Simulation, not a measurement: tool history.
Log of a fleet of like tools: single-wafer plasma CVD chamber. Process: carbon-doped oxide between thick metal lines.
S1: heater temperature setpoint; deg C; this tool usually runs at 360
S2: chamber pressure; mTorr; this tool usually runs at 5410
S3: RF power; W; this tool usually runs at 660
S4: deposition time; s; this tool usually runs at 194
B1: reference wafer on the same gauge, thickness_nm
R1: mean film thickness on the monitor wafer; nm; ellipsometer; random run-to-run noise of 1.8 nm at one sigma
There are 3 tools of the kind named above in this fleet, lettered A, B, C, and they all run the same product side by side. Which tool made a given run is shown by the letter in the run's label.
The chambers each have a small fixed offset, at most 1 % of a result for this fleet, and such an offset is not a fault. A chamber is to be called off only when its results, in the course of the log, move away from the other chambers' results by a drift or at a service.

run,hour,S1,S2,S3,S4,B1,R1
1A,15.4,360,5410,660,194,1189.8,1138.40
2B,27.6,360,5410,660,194,1189.3,1138.80
3C,39.0,360,5410,660,194,1189.3,1147.70
4C,52.8,360,5410,660,194,1189.4,1151.50
5B,64.2,372,5410,660,159,1189.2,907.44
6A,80.1,372,5410,660,159,1189.1,910.68
7A,90.8,372,5410,660,159,1188.4,912.20
# hour 94.9: chamber A: thermocouple changed; heater temperature recalibrated
8C,102.1,360,5410,660,194,1188.6,1149.50
9B,110.1,360,5410,660,194,1188.3,1131.90
10A,119.2,360,5410,660,194,1188.3,1139.10
11B,132.3,360,4480,660,194,1187.8,1104.00
12C,143.3,360,4480,660,194,1187.8,1117.60
13A,156.0,360,4480,660,194,1187.5,1105.80
14B,163.5,360,5410,660,194,1187.8,1135.30
15C,178.9,360,5410,660,194,1187.3,1149.30
16C,190.1,360,5410,660,194,1186.8,1152.30
17A,200.8,360,5410,660,194,1186.7,1136.10
18B,209.7,360,5410,660,194,1186.9,1135.00
19B,222.8,360,6050,775,194,1186.3,1263.60
20C,235.4,360,6050,775,194,1186.1,1277.30
21A,251.5,360,6050,775,194,1186.0,1262.20
22A,266.3,360,5410,660,194,1185.9,1136.90
23C,273.5,360,5410,660,194,1186.0,1145.90
24B,281.3,360,5410,660,194,1185.4,1132.30
25C,296.7,360,5410,660,194,1185.4,1147.10
26A,309.1,360,5410,660,194,1185.2,1136.40
27B,316.6,360,5410,660,194,1185.2,1132.10
28B,327.8,360,5410,780,194,1184.5,1247.70
29C,338.5,360,5410,780,194,1184.6,1260.70
30A,345.5,360,5410,780,194,1184.6,1249.70
# hour 357.8: chamber C: capacitance manometer re-zeroed and calibrated
31B,359.9,360,5410,660,194,1183.9,1133.50
32A,371.4,360,5410,660,194,1184.1,1133.80
33C,383.1,360,5410,660,194,1183.7,1145.60
34B,392.3,360,5410,660,194,1183.9,1130.40
35A,402.9,360,5410,660,194,1183.7,1133.50
36C,418.8,360,5410,660,194,1182.9,1145.00
37C,432.5,360,5410,780,158,1182.9,1027.90
38B,442.2,360,5410,780,158,1182.2,1011.40
39A,449.7,360,5410,780,158,1182.8,1016.80
40C,459.8,360,5410,660,194,1182.5,1143.50

Next, every chamber runs the same settings. What will each give?
41A,471.4,360,5410,660,194,,?
41B,471.4,360,5410,660,194,,?
41C,471.4,360,5410,660,194,,?

run,R1
41A,1137.80
41B,1129.40
41C,1146.70
